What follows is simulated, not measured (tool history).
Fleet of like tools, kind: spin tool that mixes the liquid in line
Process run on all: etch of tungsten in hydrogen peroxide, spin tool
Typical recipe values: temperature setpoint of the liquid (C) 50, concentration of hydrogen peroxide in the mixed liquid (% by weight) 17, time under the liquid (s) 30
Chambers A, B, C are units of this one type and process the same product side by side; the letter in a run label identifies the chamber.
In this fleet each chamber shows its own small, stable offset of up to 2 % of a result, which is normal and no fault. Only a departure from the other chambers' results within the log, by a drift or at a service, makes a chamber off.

run   hour  temperature setpoint of the liquid (C)  concentration of hydrogen peroxide in the mixed liquid (% by weight)  time under the liquid (s)  hours since the thermometer was replaced  hours since the peroxide flow meter was replaced  hours since the heated supply line was repaired  hours since the drum of peroxide was connected  read-back film thickness of the tungsten reference wafer, read on the same gauge (nm)  thickness taken off the tungsten on a monitor wafer (angstrom)
 1A    6.4                                      50                                                                    17                         30                                     151.9                                              24.7                                           1874.6                                           977.3                                                                                 30.011                                                          232.41
 2B   17.5                                      50                                                                    17                         30                                      1146                                            1821.8                                            795.5                                           157.1                                                                                 30.002                                                          228.51
 3C   28.5                                      50                                                                    17                         30                                     531.5                                             516.4                                            323.2                                           633.6                                                                                 30.013                                                          233.74
 4A   38.7                                      50                                                                    17                         30                                     184.2                                                57                                           1906.9                                          1009.6                                                                                 29.977                                                          232.61
 5C   45.6                                      50                                                                    17                         30                                     548.6                                             533.5                                            340.3                                           650.7                                                                                 30.001                                                          233.79
 6B     57                                      50                                                                    17                         30                                    1185.5                                            1861.3                                              835                                           196.6                                                                                 30.009                                                          225.92
 7A   63.6                                      50                                                                    17                         45                                     209.1                                              81.9                                           1931.8                                          1034.5                                                                                 30.004                                                          345.66
 8C   72.3                                      50                                                                    17                         45                                     575.3                                             560.2                                              367                                           677.4                                                                                 30.006                                                          352.28
 9B   83.9                                      50                                                                    17                         45                                    1212.4                                            1888.2                                            861.9                                           223.5                                                                                 29.988                                                          337.92
10C   92.6                                      50                                                                    17                         30                                     595.6                                             580.5                                            387.3                                           697.7                                                                                 29.993                                                          236.43
11A   99.5                                      50                                                                    17                         30                                       245                                             117.8                                           1967.7                                          1070.4                                                                                 29.998                                                          230.81
12B  110.9                                      50                                                                    17                         30                                    1239.4                                            1915.2                                            888.9                                           250.5                                                                                 30.012                                                          220.19
13C  119.5                                      50                                                                    17                         30                                     622.5                                             607.4                                            414.2                                           724.6                                                                                 30.013                                                          229.12
14A  125.3                                      50                                                                    17                         30                                     270.8                                             143.6                                           1993.5                                          1096.2                                                                                 29.994                                                          227.86
15B  137.4                                      50                                                                    17                         30                                    1265.9                                            1941.7                                            915.4                                             277                                                                                 30.011                                                          215.03
16C  147.5                                      50                                                                    17                         30                                     650.5                                             635.4                                            442.2                                           752.6                                                                                 30.003                                                          238.21
17B  157.1                                      50                                                                    17                         30                                    1285.6                                            1961.4                                            935.1                                           296.7                                                                                 30.008                                                          207.68
     157.9  -- chamber A: new drum of peroxide connected
     160.2  -- chamber A: heated supply line repaired
18A  163.9                                      50                                                                    17                         30                                     309.4                                             182.2                                              3.8                                             6.1                                                                                  29.98                                                          232.81
19B  171.5                                      50                                                                    17                         30                                      1300                                            1975.8                                            949.5                                           311.1                                                                                 30.006                                                          210.83
20A  181.1                                      50                                                                    17                         30                                     326.6                                             199.4                                               21                                            23.3                                                                                     30                                                          229.09
21C  189.2                                      50                                                                    17                         30                                     692.2                                             677.1                                            483.9                                           794.3                                                                                 30.009                                                          230.36
22A  200.9                                      50                                                                    17                         30                                     346.4                                             219.2                                             40.8                                            43.1                                                                                 29.996                                                          229.39
23C  206.2                                      50                                                                    17                         30                                     709.2                                             694.1                                            500.9                                           811.3                                                                                 29.998                                                           233.5
24B  214.1                                      50                                                                    17                         30                                    1342.6                                            2018.4                                            992.1                                           353.7                                                                                 29.995                                                          203.66
25C  220.1                                      50                                                                    17                         30                                     723.1                                               708                                            514.8                                           825.2                                                                                 29.997                                                          238.55
26A  225.5                                      50                                                                    17                         30                                       371                                             243.8                                             65.4                                            67.7                                                                                 30.007                                                          230.82
27B  236.5                                      59                                                                    17                         45                                      1365                                            2040.8                                           1014.5                                           376.1                                                                                 30.002                                                          519.64

Has any chamber moved away from the others, gradually or after a service, or does the common gauge drift, or do the chambers differ only by their own small steady offsets? State the chamber and the most likely cause if one applies.

It is chamber B that slowly wanders off from its peers.
What lies behind it: temperature lost on the way to the wafer (K) = 2.25.
With only this log, it may be confused with: liquid colder than its thermometer reads (K).

Chamber B could run next with any of the 4 candidate recipes listed below; each alters the usual settings, and their results appear as question marks. Which one brings its results back in line with what the other chambers deliver on the usual settings?
In-line tolerance around the mean of the other chambers on the usual settings: thickness taken off the tungsten on a monitor wafer (angstrom) 8.1
28B-1  245.3                                      50                                                                  12.5                         30                                                                                                                                                                                                                                                                                                                                                   ?
28B-2  245.3                                      50                                                                  17.5                         40                                                                                                                                                                                                                                                                                                                                                   ?
28B-3  245.3                                      50                                                                    17                         35                                                                                                                                                                                                                                                                                                                                                   ?
28B-4  245.3                                      48                                                                    17                         25                                                                                                                                                                                                                                                                                                                                                   ?

What the other chambers average on the usual settings: thickness taken off the tungsten on a monitor wafer (angstrom) 232.01
  run  thickness taken off the tungsten on a monitor wafer (angstrom)
28B-1                                                          170.98
28B-2                                                          269.59
28B-3                                                          232.51
28B-4                                                          146.42
With 28B-3, the chamber falls back in line with the rest.
